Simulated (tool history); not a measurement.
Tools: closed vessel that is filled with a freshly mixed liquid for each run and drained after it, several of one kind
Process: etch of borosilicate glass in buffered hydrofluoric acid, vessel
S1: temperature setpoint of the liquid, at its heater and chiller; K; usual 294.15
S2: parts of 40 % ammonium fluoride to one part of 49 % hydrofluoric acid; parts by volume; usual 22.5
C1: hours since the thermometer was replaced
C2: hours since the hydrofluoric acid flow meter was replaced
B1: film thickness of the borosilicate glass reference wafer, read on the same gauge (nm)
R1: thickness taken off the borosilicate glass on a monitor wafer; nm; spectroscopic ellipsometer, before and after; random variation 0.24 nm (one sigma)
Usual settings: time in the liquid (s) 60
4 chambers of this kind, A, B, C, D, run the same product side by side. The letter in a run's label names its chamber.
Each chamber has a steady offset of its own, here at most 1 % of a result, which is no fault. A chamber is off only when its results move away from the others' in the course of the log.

{"run": "1C", "hour": 3.5, "S1": 294.15, "S2": 22.5, "time in the liquid (s)": 60, "C1": 866.4, "C2": 1066.4, "B1": 119.98, "R1": 28.863}
{"run": "2B", "hour": 7.8, "S1": 294.15, "S2": 22.5, "time in the liquid (s)": 60, "C1": 744.7, "C2": 79.8, "B1": 120.01, "R1": 29.103}
{"run": "3A", "hour": 10.0, "S1": 294.15, "S2": 22.5, "time in the liquid (s)": 60, "C1": 352.8, "C2": 514.7, "B1": 120.01, "R1": 30.234}
{"run": "4D", "hour": 14.5, "S1": 294.15, "S2": 22.5, "time in the liquid (s)": 60, "C1": 934.9, "C2": 1191, "B1": 120, "R1": 29.458}
{"run": "5C", "hour": 18.0, "S1": 294.15, "S2": 22.5, "time in the liquid (s)": 60, "C1": 880.9, "C2": 1080.9, "B1": 119.97, "R1": 29.434}
{"run": "6B", "hour": 23.0, "S1": 294.15, "S2": 22.5, "time in the liquid (s)": 60, "C1": 759.9, "C2": 95, "B1": 119.97, "R1": 29.234}
{"run": "7D", "hour": 26.2, "S1": 294.15, "S2": 22.5, "time in the liquid (s)": 60, "C1": 946.6, "C2": 1202.7, "B1": 119.99, "R1": 29.316}
{"run": "8A", "hour": 30.9, "S1": 294.15, "S2": 18, "time in the liquid (s)": 60, "C1": 373.7, "C2": 535.6, "B1": 120, "R1": 35.868}
{"run": "9D", "hour": 33.4, "S1": 294.15, "S2": 18, "time in the liquid (s)": 60, "C1": 953.8, "C2": 1209.9, "B1": 120.04, "R1": 35.299}
{"run": "10C", "hour": 36.0, "S1": 294.15, "S2": 18, "time in the liquid (s)": 60, "C1": 898.9, "C2": 1098.9, "B1": 119.98, "R1": 35.708}
{"run": "11A", "hour": 38.2, "S1": 294.15, "S2": 18, "time in the liquid (s)": 60, "C1": 381, "C2": 542.9, "B1": 120.01, "R1": 35.477}
{"run": "12B", "hour": 42.4, "S1": 294.15, "S2": 22.5, "time in the liquid (s)": 60, "C1": 779.3, "C2": 114.4, "B1": 119.99, "R1": 30.037}
{"run": "13B", "hour": 46.3, "S1": 294.15, "S2": 22.5, "time in the liquid (s)": 60, "C1": 783.2, "C2": 118.3, "B1": 119.96, "R1": 29.544}
{"run": "14D", "hour": 49.8, "S1": 294.15, "S2": 22.5, "time in the liquid (s)": 60, "C1": 970.2, "C2": 1226.3, "B1": 119.97, "R1": 29.369}
{"run": "15C", "hour": 53.9, "S1": 294.15, "S2": 22.5, "time in the liquid (s)": 60, "C1": 916.8, "C2": 1116.8, "B1": 119.99, "R1": 29.531}
{"run": "16A", "hour": 56.6, "S1": 294.15, "S2": 22.5, "time in the liquid (s)": 60, "C1": 399.4, "C2": 561.3, "B1": 119.99, "R1": 29.718}
{"run": "17C", "hour": 59.8, "S1": 294.15, "S2": 22.5, "time in the liquid (s)": 60, "C1": 922.7, "C2": 1122.7, "B1": 120.02, "R1": 30.284}
{"run": "18D", "hour": 63.9, "S1": 294.15, "S2": 22.5, "time in the liquid (s)": 60, "C1": 984.3, "C2": 1240.4, "B1": 119.98, "R1": 29.301}
{"run": "19B", "hour": 67.8, "S1": 294.15, "S2": 22.5, "time in the liquid (s)": 60, "C1": 804.7, "C2": 139.8, "B1": 119.98, "R1": 29.448}
{"run": "20A", "hour": 70.1, "S1": 294.15, "S2": 22.5, "time in the liquid (s)": 60, "C1": 412.9, "C2": 574.8, "B1": 120.01, "R1": 29.526}
{"run": "21B", "hour": 73.4, "S1": 294.15, "S2": 22.5, "time in the liquid (s)": 60, "C1": 810.3, "C2": 145.4, "B1": 120.01, "R1": 29.345}
{"run": "22D", "hour": 76.7, "S1": 294.15, "S2": 22.5, "time in the liquid (s)": 60, "C1": 997.1, "C2": 1253.2, "B1": 120, "R1": 29.079}
{"run": "23A", "hour": 79.2, "S1": 294.15, "S2": 22.5, "time in the liquid (s)": 60, "C1": 422, "C2": 583.9, "B1": 120.02, "R1": 29.998}
{"run": "24C", "hour": 82.5, "S1": 294.15, "S2": 22.5, "time in the liquid (s)": 60, "C1": 945.4, "C2": 1145.4, "B1": 119.98, "R1": 30.39}
{"run": "25C", "hour": 84.8, "S1": 294.15, "S2": 22.5, "time in the liquid (s)": 60, "C1": 947.7, "C2": 1147.7, "B1": 120.03, "R1": 30.623}
{"run": "26A", "hour": 88.1, "S1": 294.15, "S2": 22.5, "time in the liquid (s)": 60, "C1": 430.9, "C2": 592.8, "B1": 120.02, "R1": 29.757}
{"run": "27D", "hour": 91.8, "S1": 294.15, "S2": 22.5, "time in the liquid (s)": 60, "C1": 1012.2, "C2": 1268.3, "B1": 120, "R1": 29.033}
{"run": "28B", "hour": 96.4, "S1": 294.15, "S2": 16.5, "time in the liquid (s)": 40, "C1": 833.3, "C2": 168.4, "B1": 120.01, "R1": 26.154}
{"run": "29A", "hour": 99.5, "S1": 294.15, "S2": 16.5, "time in the liquid (s)": 40, "C1": 442.3, "C2": 604.2, "B1": 119.98, "R1": 26.415}
{"run": "30D", "hour": 103.8, "S1": 294.15, "S2": 16.5, "time in the liquid (s)": 40, "C1": 1024.2, "C2": 1280.3, "B1": 119.99, "R1": 25.756}
{"run": "31C", "hour": 108.4, "S1": 294.15, "S2": 16.5, "time in the liquid (s)": 40, "C1": 971.3, "C2": 1171.3, "B1": 120, "R1": 27.088}
{"run": "32B", "hour": 113.2, "S1": 294.15, "S2": 22.5, "time in the liquid (s)": 60, "C1": 850.1, "C2": 185.2, "B1": 119.99, "R1": 29.567}

Next, every chamber runs the same settings. What will each give?
{"run": "33A", "hour": 116.8, "S1": 294.15, "S2": 15, "time in the liquid (s)": 60, "R1": "?"}
{"run": "33B", "hour": 116.8, "S1": 294.15, "S2": 15, "time in the liquid (s)": 60, "R1": "?"}
{"run": "33C", "hour": 116.8, "S1": 294.15, "S2": 15, "time in the liquid (s)": 60, "R1": "?"}
{"run": "33D", "hour": 116.8, "S1": 294.15, "S2": 15, "time in the liquid (s)": 60, "R1": "?"}

run=33A R1=42.853
run=33B R1=42.94
run=33C R1=44.919
run=33D R1=42.631
